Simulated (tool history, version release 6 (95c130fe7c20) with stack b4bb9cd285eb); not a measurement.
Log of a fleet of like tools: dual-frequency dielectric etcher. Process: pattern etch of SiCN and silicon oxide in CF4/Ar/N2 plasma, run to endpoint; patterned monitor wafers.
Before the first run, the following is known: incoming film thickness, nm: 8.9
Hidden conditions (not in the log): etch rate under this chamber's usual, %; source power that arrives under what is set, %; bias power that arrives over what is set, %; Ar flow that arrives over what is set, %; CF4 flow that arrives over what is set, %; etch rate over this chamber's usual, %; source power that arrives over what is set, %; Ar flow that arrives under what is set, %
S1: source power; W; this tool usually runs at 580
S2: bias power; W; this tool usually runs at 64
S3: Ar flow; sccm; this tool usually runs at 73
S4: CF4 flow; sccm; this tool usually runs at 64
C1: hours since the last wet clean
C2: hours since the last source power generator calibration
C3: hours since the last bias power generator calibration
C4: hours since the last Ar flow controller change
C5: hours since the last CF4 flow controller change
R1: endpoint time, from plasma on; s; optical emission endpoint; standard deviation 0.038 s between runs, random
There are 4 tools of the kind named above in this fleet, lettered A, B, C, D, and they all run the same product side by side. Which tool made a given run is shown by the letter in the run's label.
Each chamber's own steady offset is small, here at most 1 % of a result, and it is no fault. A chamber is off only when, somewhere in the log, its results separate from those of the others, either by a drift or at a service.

run,hour,S1,S2,S3,S4,C1,C2,C3,C4,C5,R1
# hour 9.7: chamber B: wet clean of the chamber
1B,10.7,580,64,73,64,1.1,2309.4,2649.2,3614.0,2859.0,8.2402
2D,23.5,580,64,73,64,23.9,854.5,3829.6,2787.7,661.7,8.2755
3A,34.1,580,64,73,64,306.4,5172.5,1724.2,4967.0,1780.2,8.3386
4C,48.5,580,64,73,64,308.7,1674.5,1174.6,376.4,3106.8,8.3461
5C,55.7,580,64,73,64,315.9,1681.7,1181.8,383.6,3114.0,8.3363
6B,64.6,580,64,73,64,55.0,2363.3,2703.1,3667.9,2912.9,8.2448
7D,73.0,580,71,73,64,73.4,904.0,3879.1,2837.2,711.2,8.0370
8A,85.5,580,71,73,64,357.8,5223.9,1775.6,5018.4,1831.6,7.9501
9C,97.2,580,71,73,64,357.4,1723.2,1223.3,425.1,3155.5,8.0555
10A,104.9,580,71,73,64,377.2,5243.3,1795.0,5037.8,1851.0,8.0710
11D,118.9,580,64,73,64,119.3,949.9,3925.0,2883.1,757.1,8.2313
12B,131.5,580,64,73,64,121.9,2430.2,2770.0,3734.8,2979.8,8.1991
13B,141.2,580,64,73,64,131.6,2439.9,2779.7,3744.5,2989.5,8.2591
14D,148.5,580,64,73,64,148.9,979.5,3954.6,2912.7,786.7,8.2763
15C,154.8,580,64,73,64,415.0,1780.8,1280.9,482.7,3213.1,8.3449
# hour 155.7: chamber C: wet clean of the chamber
# hour 158.6: chamber A: wet clean of the chamber
16A,164.0,580,64,73,64,5.4,5302.4,1854.1,5096.9,1910.1,8.6043
17B,175.7,580,64,73,64,166.1,2474.4,2814.2,3779.0,3024.0,8.2661
18A,189.2,580,64,73,64,30.6,5327.6,1879.3,5122.1,1935.3,8.6703
19C,197.3,580,64,73,64,41.7,1823.3,1323.4,525.2,3255.6,8.3143
20D,208.2,580,64,73,64,208.6,1039.2,4014.3,2972.4,846.4,8.2830
# hour 211.9: chamber A: source power generator calibrated
21A,214.5,580,64,73,64,55.9,2.6,1904.6,5147.4,1960.6,8.6750
22B,224.6,580,64,73,64,215.0,2523.3,2863.1,3827.9,3072.9,8.2223
23C,235.6,580,64,73,64,80.0,1861.6,1361.7,563.5,3293.9,8.3201
24D,245.0,580,51,73,70,245.4,1076.0,4051.1,3009.2,883.2,8.6681
# hour 257.0: chamber C: source power generator calibrated
25A,257.5,580,51,73,70,98.9,45.6,1947.6,5190.4,2003.6,9.0723
26B,269.7,580,51,73,70,260.1,2568.4,2908.2,3873.0,3118.0,8.7518
27D,278.0,580,51,73,70,278.4,1109.0,4084.1,3042.2,916.2,8.8212
28C,287.6,580,64,73,50,132.0,30.6,1413.7,615.5,3345.9,8.6249
29D,301.2,580,64,73,50,301.6,1132.2,4107.3,3065.4,939.4,8.5816

Next, every chamber runs the same settings. What will each give?
30A,311.5,580,64,73,64,,,,,,?
30B,311.5,580,64,73,64,,,,,,?
30C,311.5,580,64,73,64,,,,,,?
30D,311.5,580,64,73,64,,,,,,?

run,R1
30A,8.6079
30B,8.2400
30C,8.3444
30D,8.2848
